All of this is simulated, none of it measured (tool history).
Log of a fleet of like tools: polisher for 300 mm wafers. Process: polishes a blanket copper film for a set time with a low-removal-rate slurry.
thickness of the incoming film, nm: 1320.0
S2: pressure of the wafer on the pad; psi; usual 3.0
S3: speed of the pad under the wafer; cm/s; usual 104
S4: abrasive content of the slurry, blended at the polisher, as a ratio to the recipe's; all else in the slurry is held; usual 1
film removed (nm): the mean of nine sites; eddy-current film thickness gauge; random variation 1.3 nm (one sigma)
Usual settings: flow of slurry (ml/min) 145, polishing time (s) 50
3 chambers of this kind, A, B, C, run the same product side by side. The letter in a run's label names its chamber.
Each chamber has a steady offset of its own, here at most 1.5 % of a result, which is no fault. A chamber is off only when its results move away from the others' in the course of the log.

Run 1A, hour 4.4: usual settings. Result: film removed (nm) 163.12.
Run 2B, hour 10.4: usual settings. Result: film removed (nm) 158.46.
Run 3C, hour 15.0: usual settings. Result: film removed (nm) 159.41.
At hour 16.1: chamber A: worn pad replaced by a new one.
Run 4B, hour 19.1: usual settings. Result: film removed (nm) 161.58.
At hour 23.1: chamber A: slurry blender recalibrated.
Run 5A, hour 24.2: usual settings. Result: film removed (nm) 160.43.
Run 6C, hour 29.8: usual settings. Result: film removed (nm) 158.49.
Run 7A, hour 36.2: usual settings. Result: film removed (nm) 163.62.
At hour 39.5: chamber C: worn pad replaced by a new one.
Run 8C, hour 41.4: usual settings. Result: film removed (nm) 158.76.
Run 9B, hour 45.0: usual settings. Result: film removed (nm) 159.29.
Run 10C, hour 51.5: usual settings. Result: film removed (nm) 159.02.
Run 11B, hour 58.0: usual settings but S2 3.7 psi, polishing time (s) 36. Result: film removed (nm) 142.91.
At hour 61.0: chamber B: worn pad replaced by a new one.
Run 12A, hour 63.2: usual settings but S2 3.7 psi, polishing time (s) 36. Result: film removed (nm) 143.18.
At hour 65.2: chamber C: slurry nozzle cleaned.
Run 13C, hour 68.6: usual settings but S2 3.7 psi, polishing time (s) 36. Result: film removed (nm) 139.94.
At hour 69.4: chamber C: slurry blender recalibrated.
At hour 71.8: chamber A: worn pad replaced by a new one.
Run 14A, hour 73.3: usual settings but flow of slurry (ml/min) 120, polishing time (s) 37. Result: film removed (nm) 113.90.
At hour 76.2: chamber A: slurry nozzle cleaned.
Run 15B, hour 78.9: usual settings but flow of slurry (ml/min) 120, polishing time (s) 37. Result: film removed (nm) 113.40.
Run 16A, hour 85.1: usual settings but flow of slurry (ml/min) 120, polishing time (s) 37. Result: film removed (nm) 115.17.
Run 17C, hour 89.2: usual settings. Result: film removed (nm) 160.77.
At hour 90.9: chamber C: worn pad replaced by a new one.
Run 18B, hour 92.5: usual settings. Result: film removed (nm) 161.84.
Run 19B, hour 97.5: usual settings. Result: film removed (nm) 161.25.
Run 20C, hour 103.1: usual settings. Result: film removed (nm) 159.61.
Run 21A, hour 106.8: usual settings. Result: film removed (nm) 157.69.
Run 22A, hour 110.4: usual settings but S2 3.8 psi. Result: film removed (nm) 206.01.
Run 23B, hour 115.0: usual settings but S2 3.8 psi. Result: film removed (nm) 201.73.
At hour 118.4: chamber B: worn pad replaced by a new one.
Run 24C, hour 121.6: usual settings but S2 3.8 psi. Result: film removed (nm) 200.82.
At hour 124.7: chamber A: worn pad replaced by a new one.
Run 25B, hour 127.2: usual settings but flow of slurry (ml/min) 185, polishing time (s) 39. Result: film removed (nm) 130.95.
Run 26A, hour 130.6: usual settings but flow of slurry (ml/min) 185, polishing time (s) 39. Result: film removed (nm) 129.90.
Run 27C, hour 136.4: usual settings but flow of slurry (ml/min) 185, polishing time (s) 39. Result: film removed (nm) 127.77.
At hour 138.1: chamber A: slurry blender recalibrated.
Run 28C, hour 141.3: usual settings. Result: film removed (nm) 158.74.
Run 29A, hour 147.2: usual settings. Result: film removed (nm) 159.62.
At hour 151.7: chamber B: slurry blender recalibrated.
Run 30B, hour 153.9: usual settings. Result: film removed (nm) 160.17.

Is one chamber off against the others, does the gauge drift, or is nothing wrong? If a chamber is off, say which, and what the likeliest cause is.

No chamber stands off beyond its own small offset, and the gauge holds steady.
